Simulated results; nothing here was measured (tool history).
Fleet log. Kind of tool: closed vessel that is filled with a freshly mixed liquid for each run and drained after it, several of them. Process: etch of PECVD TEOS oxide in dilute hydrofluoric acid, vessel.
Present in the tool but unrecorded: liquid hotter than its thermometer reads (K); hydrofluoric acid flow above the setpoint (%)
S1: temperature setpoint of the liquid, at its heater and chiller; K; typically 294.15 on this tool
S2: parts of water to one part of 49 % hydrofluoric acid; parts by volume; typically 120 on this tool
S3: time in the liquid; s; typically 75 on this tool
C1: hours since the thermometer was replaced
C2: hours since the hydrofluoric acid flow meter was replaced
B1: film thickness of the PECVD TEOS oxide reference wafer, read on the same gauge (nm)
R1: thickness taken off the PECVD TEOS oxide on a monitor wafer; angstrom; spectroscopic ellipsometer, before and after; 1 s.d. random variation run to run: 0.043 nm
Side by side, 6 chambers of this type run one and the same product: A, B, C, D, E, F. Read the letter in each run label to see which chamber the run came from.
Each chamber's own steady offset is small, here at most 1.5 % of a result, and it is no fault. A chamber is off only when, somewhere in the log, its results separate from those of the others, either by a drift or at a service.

run	hour	S1	S2	S3	C1	C2	B1	R1
# hour 0.9: chamber D: hydrofluoric acid flow meter replaced
1B	5.6	294.15	120	75	450.4	756.9	49.982	71.516
2A	11.7	294.15	120	75	606.5	106.2	50.014	71.231
3C	20.8	294.15	120	75	754.4	141.2	50.01	69.793
4E	29.3	294.15	120	75	1478.2	93.5	50.009	70.098
5F	34.4	294.15	120	75	1274.8	186.3	49.984	69.903
6D	39.7	294.15	120	75	1801.9	38.8	50.021	70.331
7E	44.9	292.15	120	75	1493.8	109.1	49.992	64.903
8C	50.1	292.15	120	75	783.7	170.5	49.989	65.126
9F	55.6	292.15	120	75	1296	207.5	50.003	64.287
10A	62.1	292.15	120	75	656.9	156.6	49.992	65.299
11B	72.9	292.15	120	75	517.7	824.2	50.005	64.612
12D	81	292.15	120	75	1843.2	80.1	50.004	64.925
13C	89.7	294.15	120	115	823.3	210.1	49.98	107.48
14F	98.4	294.15	120	115	1338.8	250.3	50.008	109.88
15B	103.4	294.15	120	115	548.2	854.7	49.992	108.88
16E	113.2	294.15	120	115	1562.1	177.4	50	107.45
17A	119.9	294.15	120	115	714.7	214.4	49.996	107.3
18D	125.4	294.15	120	115	1887.6	124.5	50.003	107.75
19F	136.2	294.15	120	75	1376.6	288.1	50.007	71.517
20B	146.7	294.15	120	75	591.5	898	49.975	70.55
21C	153.6	294.15	120	75	887.2	274	50.003	70.737
22E	161.2	294.15	120	75	1610.1	225.4	49.983	69.994
23D	168	294.15	120	55	1930.2	167.1	49.979	51.718
24A	173.7	294.15	120	55	768.5	268.2	49.994	51.915
25F	182.6	294.15	120	55	1423	334.5	49.994	53.281
26B	188.7	294.15	120	55	633.5	940	50.004	52.133
27D	197.2	294.15	120	55	1959.4	196.3	49.976	51.644
28C	208	294.15	120	55	941.6	328.4	50.018	51.013
29E	216.3	294.15	120	75	1665.2	280.5	50.013	70.354
30A	225.4	294.15	120	75	820.2	319.9	50.009	70.854
31E	235.7	294.15	120	75	1684.6	299.9	50.015	70.711
# hour 238.7: chamber B: hydrofluoric acid flow meter replaced
32D	245.4	294.15	120	75	2007.6	244.5	49.997	70.708
33F	252.6	294.15	120	75	1493	404.5	49.972	74.109
34A	257.8	294.15	120	75	852.6	352.3	49.994	70.717
35C	263.4	294.15	85	55	997	383.8	49.992	75.105
36B	274	294.15	85	55	718.8	35.3	49.987	76.338
37F	280.9	294.15	85	55	1521.3	432.8	50	81.504
38D	286.6	294.15	85	55	2048.8	285.7	49.986	76.297
39E	294.4	294.15	85	55	1743.3	358.6	50.014	76.291
40B	300	294.15	85	55	744.8	61.3	49.995	76.998

All chambers now run identical settings, listed one chamber a line with results as question marks. What results will each chamber show?
41A	308.1	290.15	120	75				?
41B	308.1	290.15	120	75				?
41C	308.1	290.15	120	75				?
41D	308.1	290.15	120	75				?
41E	308.1	290.15	120	75				?
41F	308.1	290.15	120	75				?

run	R1
41A	60.072
41B	60.308
41C	59.602
41D	59.466
41E	59.669
41F	64.931

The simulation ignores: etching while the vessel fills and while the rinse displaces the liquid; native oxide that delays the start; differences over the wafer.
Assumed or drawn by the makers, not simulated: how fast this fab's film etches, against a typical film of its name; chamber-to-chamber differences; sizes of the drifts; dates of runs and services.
